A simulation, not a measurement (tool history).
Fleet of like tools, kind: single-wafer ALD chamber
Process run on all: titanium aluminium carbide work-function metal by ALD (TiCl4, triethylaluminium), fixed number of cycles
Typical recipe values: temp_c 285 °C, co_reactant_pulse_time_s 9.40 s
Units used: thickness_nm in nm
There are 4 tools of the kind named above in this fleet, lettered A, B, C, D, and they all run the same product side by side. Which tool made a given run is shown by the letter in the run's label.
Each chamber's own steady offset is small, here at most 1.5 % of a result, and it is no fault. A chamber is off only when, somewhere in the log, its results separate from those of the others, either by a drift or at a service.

run,day,temp_c,co_reactant_pulse_time_s,hours since the last thermocouple change,hours since the last triethylaluminium bottle change,"read-back reference wafer on the same gauge, thickness_nm",thickness_nm
1C,0.400,285,9.40,638.3,925.6,1.7790,1.8336
2A,0.771,285,9.40,1680.6,441.4,1.7792,1.8453
3D,1.033,285,9.40,1657.1,1044.0,1.7788,1.8672
4B,1.392,285,9.40,848.9,131.4,1.7785,1.8626
5D,1.612,285,9.40,1671.0,1057.9,1.7786,1.8583
6B,1.912,285,12.64,861.4,143.9,1.7811,1.9160
7C,2.196,285,12.64,681.4,968.7,1.7811,1.8873
8A,2.600,285,12.64,1724.5,485.3,1.7812,1.8929
9B,2.858,285,12.64,884.1,166.6,1.7805,1.9273
# day 2.975: chamber D: triethylaluminium bottle replaced
10C,3.062,285,9.40,702.2,989.5,1.7775,1.8145
11A,3.350,285,9.40,1742.5,503.3,1.7793,1.8526
12D,3.554,285,9.40,1717.6,14.0,1.7816,1.8622
13D,3.938,285,9.40,1726.8,23.2,1.7794,1.8571
14B,4.254,285,9.40,917.6,200.1,1.7811,1.8708
15A,4.629,285,9.40,1773.2,534.0,1.7820,1.8588
16C,4.850,285,9.40,745.1,1032.4,1.7811,1.8481
17B,5.200,285,9.40,940.3,222.8,1.7789,1.8631
18D,5.446,285,9.40,1763.0,59.4,1.7818,1.8660
19C,5.717,285,9.40,765.9,1053.2,1.7812,1.8332
20A,6.012,285,7.34,1806.4,567.2,1.7795,1.7626
21C,6.429,285,7.34,783.0,1070.3,1.7800,1.7374
22A,6.729,285,7.34,1823.6,584.4,1.7806,1.7669
23D,6.962,285,7.34,1799.4,95.8,1.7767,1.7682
24B,7.329,285,9.40,991.4,273.9,1.7802,1.8248
25C,7.600,285,9.40,811.1,1098.4,1.7789,1.8279
26D,7.829,285,9.40,1820.2,116.6,1.7816,1.8624
27A,8.088,285,9.40,1856.2,617.0,1.7798,1.8445
28B,8.329,285,9.40,1015.4,297.9,1.7832,1.8123
29D,8.721,285,9.40,1841.6,138.0,1.7790,1.8691
30B,9.079,285,9.40,1033.4,315.9,1.7778,1.8028
31C,9.408,285,9.40,854.5,1141.8,1.7834,1.8260
32A,9.638,285,9.40,1893.4,654.2,1.7812,1.8297
33C,10.033,285,9.40,869.5,1156.8,1.7776,1.8360
34B,10.429,285,6.76,1065.8,348.3,1.7827,1.6225
35A,10.775,285,6.76,1920.7,681.5,1.7835,1.7067
36D,11.100,285,6.76,1898.7,195.1,1.7813,1.7447

Is one chamber off against the others, does the gauge drift, or is nothing wrong? If a chamber is off, say which, and what the likeliest cause is.

It is chamber B that slowly wanders off from its peers.
Most likely cause: triethylaluminium dose below that of a fresh bottle (%) = 24.9.

Here are 4 candidates for chamber B's next run, each the usual settings with a change, their results left as question marks. Which one brings its results back in line with what the others give on the usual settings?
Counts as in line when no further than this from what the other chambers average on the usual settings: thickness_nm 0.0350 nm
37B-1,11.404,282,8.21,,,,?
37B-2,11.404,288,10.59,,,,?
37B-3,11.404,280,7.55,,,,?
37B-4,11.404,292,11.81,,,,?

What the other chambers average on the usual settings: thickness_nm 1.8438 nm
run,thickness_nm
37B-1,1.6763
37B-2,1.8342
37B-3,1.6171
37B-4,1.9032
Change 37B-2 lands the chamber within the allowed miss of the other chambers.
